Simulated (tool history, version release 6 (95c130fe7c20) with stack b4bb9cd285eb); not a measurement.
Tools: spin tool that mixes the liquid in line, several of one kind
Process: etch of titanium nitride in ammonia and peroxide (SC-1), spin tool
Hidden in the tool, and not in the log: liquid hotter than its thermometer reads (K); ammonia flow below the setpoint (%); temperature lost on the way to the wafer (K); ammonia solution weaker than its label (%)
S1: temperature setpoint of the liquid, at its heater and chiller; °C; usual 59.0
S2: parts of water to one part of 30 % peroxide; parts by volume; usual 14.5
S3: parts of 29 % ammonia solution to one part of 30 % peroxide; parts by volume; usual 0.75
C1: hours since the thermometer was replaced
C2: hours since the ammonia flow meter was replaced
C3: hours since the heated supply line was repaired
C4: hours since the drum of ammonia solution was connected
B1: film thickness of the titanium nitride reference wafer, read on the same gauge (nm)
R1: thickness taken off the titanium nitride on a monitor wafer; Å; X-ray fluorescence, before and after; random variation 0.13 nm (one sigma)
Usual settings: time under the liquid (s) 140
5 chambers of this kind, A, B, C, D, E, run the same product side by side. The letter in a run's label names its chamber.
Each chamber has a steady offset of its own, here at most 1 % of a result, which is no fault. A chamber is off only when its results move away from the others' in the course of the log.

{"run": "1B", "hour": 6.0, "S1": 59.0, "S2": 14.5, "S3": 0.75, "time under the liquid (s)": 140, "C1": 607.3, "C2": 1356.7, "C3": 64.1, "C4": 654.6, "B1": 100.0, "R1": 164.81}
{"run": "2A", "hour": 14.1, "S1": 59.0, "S2": 14.5, "S3": 0.75, "time under the liquid (s)": 140, "C1": 1041.1, "C2": 107.1, "C3": 2579.1, "C4": 17.3, "B1": 99.978, "R1": 164.7}
{"run": "3E", "hour": 24.4, "S1": 59.0, "S2": 14.5, "S3": 0.75, "time under the liquid (s)": 140, "C1": 876.2, "C2": 2065.2, "C3": 2188.9, "C4": 61.5, "B1": 100.01, "R1": 165.28}
{"run": "4D", "hour": 33.5, "S1": 59.0, "S2": 14.5, "S3": 0.75, "time under the liquid (s)": 140, "C1": 233.6, "C2": 1062.7, "C3": 257.3, "C4": 600.5, "B1": 100.02, "R1": 165.16}
{"run": "5C", "hour": 43.5, "S1": 59.0, "S2": 14.5, "S3": 0.75, "time under the liquid (s)": 140, "C1": 1198.5, "C2": 566.8, "C3": 352.6, "C4": 656.7, "B1": 100.01, "R1": 163.66}
{"run": "6C", "hour": 50.1, "S1": 50.5, "S2": 14.5, "S3": 0.95, "time under the liquid (s)": 140, "C1": 1205.1, "C2": 573.4, "C3": 359.2, "C4": 663.3, "B1": 99.999, "R1": 95.506}
{"run": "7D", "hour": 59.0, "S1": 50.5, "S2": 14.5, "S3": 0.95, "time under the liquid (s)": 140, "C1": 259.1, "C2": 1088.2, "C3": 282.8, "C4": 626.0, "B1": 99.978, "R1": 96.859}
{"run": "8B", "hour": 64.4, "S1": 50.5, "S2": 14.5, "S3": 0.95, "time under the liquid (s)": 140, "C1": 665.7, "C2": 1415.1, "C3": 122.5, "C4": 713.0, "B1": 99.992, "R1": 95.276}
{"run": "9E", "hour": 71.8, "S1": 50.5, "S2": 14.5, "S3": 0.95, "time under the liquid (s)": 140, "C1": 923.6, "C2": 2112.6, "C3": 2236.3, "C4": 108.9, "B1": 100.01, "R1": 94.006}
{"run": "10A", "hour": 79.9, "S1": 50.5, "S2": 14.5, "S3": 0.95, "time under the liquid (s)": 140, "C1": 1106.9, "C2": 172.9, "C3": 2644.9, "C4": 83.1, "B1": 100.02, "R1": 98.417}
{"run": "11C", "hour": 87.7, "S1": 59.0, "S2": 14.5, "S3": 0.75, "time under the liquid (s)": 140, "C1": 1242.7, "C2": 611.0, "C3": 396.8, "C4": 700.9, "B1": 100.01, "R1": 165.7}
{"run": "12A", "hour": 94.6, "S1": 59.0, "S2": 14.5, "S3": 0.75, "time under the liquid (s)": 140, "C1": 1121.6, "C2": 187.6, "C3": 2659.6, "C4": 97.8, "B1": 100.01, "R1": 165.29}
{"run": "13B", "hour": 101.7, "S1": 59.0, "S2": 14.5, "S3": 0.75, "time under the liquid (s)": 140, "C1": 703.0, "C2": 1452.4, "C3": 159.8, "C4": 750.3, "B1": 100.02, "R1": 163.44}
{"run": "14D", "hour": 108.6, "S1": 59.0, "S2": 14.5, "S3": 0.75, "time under the liquid (s)": 140, "C1": 308.7, "C2": 1137.8, "C3": 332.4, "C4": 675.6, "B1": 99.994, "R1": 163.91}
{"hour": 112.1, "done": "chamber B: thermometer replaced"}
{"run": "15E", "hour": 115.5, "S1": 59.0, "S2": 8.0, "S3": 0.75, "time under the liquid (s)": 200, "C1": 967.3, "C2": 2156.3, "C3": 2280.0, "C4": 152.6, "B1": 99.999, "R1": 315.72}
{"hour": 117.6, "done": "chamber B: ammonia flow meter replaced"}
{"run": "16C", "hour": 126.6, "S1": 59.0, "S2": 8.0, "S3": 0.75, "time under the liquid (s)": 200, "C1": 1281.6, "C2": 649.9, "C3": 435.7, "C4": 739.8, "B1": 99.979, "R1": 321.28}
{"run": "17A", "hour": 133.2, "S1": 59.0, "S2": 8.0, "S3": 0.75, "time under the liquid (s)": 200, "C1": 1160.2, "C2": 226.2, "C3": 2698.2, "C4": 136.4, "B1": 100.03, "R1": 316.41}
{"run": "18E", "hour": 141.2, "S1": 59.0, "S2": 8.0, "S3": 0.75, "time under the liquid (s)": 200, "C1": 993.0, "C2": 2182.0, "C3": 2305.7, "C4": 178.3, "B1": 99.991, "R1": 318.32}
{"run": "19D", "hour": 149.5, "S1": 59.0, "S2": 8.0, "S3": 0.75, "time under the liquid (s)": 200, "C1": 349.6, "C2": 1178.7, "C3": 373.3, "C4": 716.5, "B1": 99.977, "R1": 320.15}
{"run": "20B", "hour": 160.0, "S1": 59.0, "S2": 14.5, "S3": 0.75, "time under the liquid (s)": 140, "C1": 48.0, "C2": 42.4, "C3": 218.1, "C4": 808.6, "B1": 100.04, "R1": 161.26}
{"run": "21C", "hour": 169.5, "S1": 59.0, "S2": 14.5, "S3": 0.75, "time under the liquid (s)": 140, "C1": 1324.5, "C2": 692.8, "C3": 478.6, "C4": 782.7, "B1": 99.96, "R1": 165.35}
{"run": "22D", "hour": 178.6, "S1": 59.0, "S2": 14.5, "S3": 0.75, "time under the liquid (s)": 140, "C1": 378.7, "C2": 1207.8, "C3": 402.4, "C4": 745.6, "B1": 99.976, "R1": 163.16}
{"run": "23B", "hour": 189.6, "S1": 59.0, "S2": 14.5, "S3": 0.75, "time under the liquid (s)": 140, "C1": 77.6, "C2": 72.0, "C3": 247.7, "C4": 838.2, "B1": 99.968, "R1": 164.97}
{"run": "24E", "hour": 196.4, "S1": 59.0, "S2": 14.5, "S3": 0.75, "time under the liquid (s)": 140, "C1": 1048.2, "C2": 2237.2, "C3": 2360.9, "C4": 233.5, "B1": 100.03, "R1": 163.23}
{"run": "25A", "hour": 202.3, "S1": 59.0, "S2": 14.5, "S3": 0.75, "time under the liquid (s)": 140, "C1": 1229.3, "C2": 295.3, "C3": 2767.3, "C4": 205.5, "B1": 100.04, "R1": 165.08}
{"run": "26D", "hour": 210.0, "S1": 59.0, "S2": 14.5, "S3": 0.75, "time under the liquid (s)": 65, "C1": 410.1, "C2": 1239.2, "C3": 433.8, "C4": 777.0, "B1": 99.999, "R1": 76.431}
{"run": "27A", "hour": 220.6, "S1": 59.0, "S2": 14.5, "S3": 0.75, "time under the liquid (s)": 65, "C1": 1247.6, "C2": 313.6, "C3": 2785.6, "C4": 223.8, "B1": 99.99, "R1": 76.684}
{"run": "28E", "hour": 228.1, "S1": 59.0, "S2": 14.5, "S3": 0.75, "time under the liquid (s)": 65, "C1": 1079.9, "C2": 2268.9, "C3": 2392.6, "C4": 265.2, "B1": 99.974, "R1": 75.498}
{"run": "29C", "hour": 239.2, "S1": 59.0, "S2": 14.5, "S3": 0.75, "time under the liquid (s)": 65, "C1": 1394.2, "C2": 762.5, "C3": 548.3, "C4": 852.4, "B1": 99.962, "R1": 75.966}
{"run": "30B", "hour": 246.3, "S1": 59.0, "S2": 14.5, "S3": 0.75, "time under the liquid (s)": 65, "C1": 134.3, "C2": 128.7, "C3": 304.4, "C4": 894.9, "B1": 100.0, "R1": 74.302}
{"run": "31E", "hour": 255.9, "S1": 66.5, "S2": 14.5, "S3": 0.75, "time under the liquid (s)": 140, "C1": 1107.7, "C2": 2296.7, "C3": 2420.4, "C4": 293.0, "B1": 99.962, "R1": 264.28}
{"run": "32B", "hour": 261.9, "S1": 66.5, "S2": 14.5, "S3": 0.75, "time under the liquid (s)": 140, "C1": 149.9, "C2": 144.3, "C3": 320.0, "C4": 910.5, "B1": 100.04, "R1": 266.27}

What goes on in this fleet: one chamber off, a drifting gauge, or nothing beyond the chambers' own small offsets? Name the chamber and the cause, if any.

No chamber stands off beyond its own small offset, and the gauge holds steady.

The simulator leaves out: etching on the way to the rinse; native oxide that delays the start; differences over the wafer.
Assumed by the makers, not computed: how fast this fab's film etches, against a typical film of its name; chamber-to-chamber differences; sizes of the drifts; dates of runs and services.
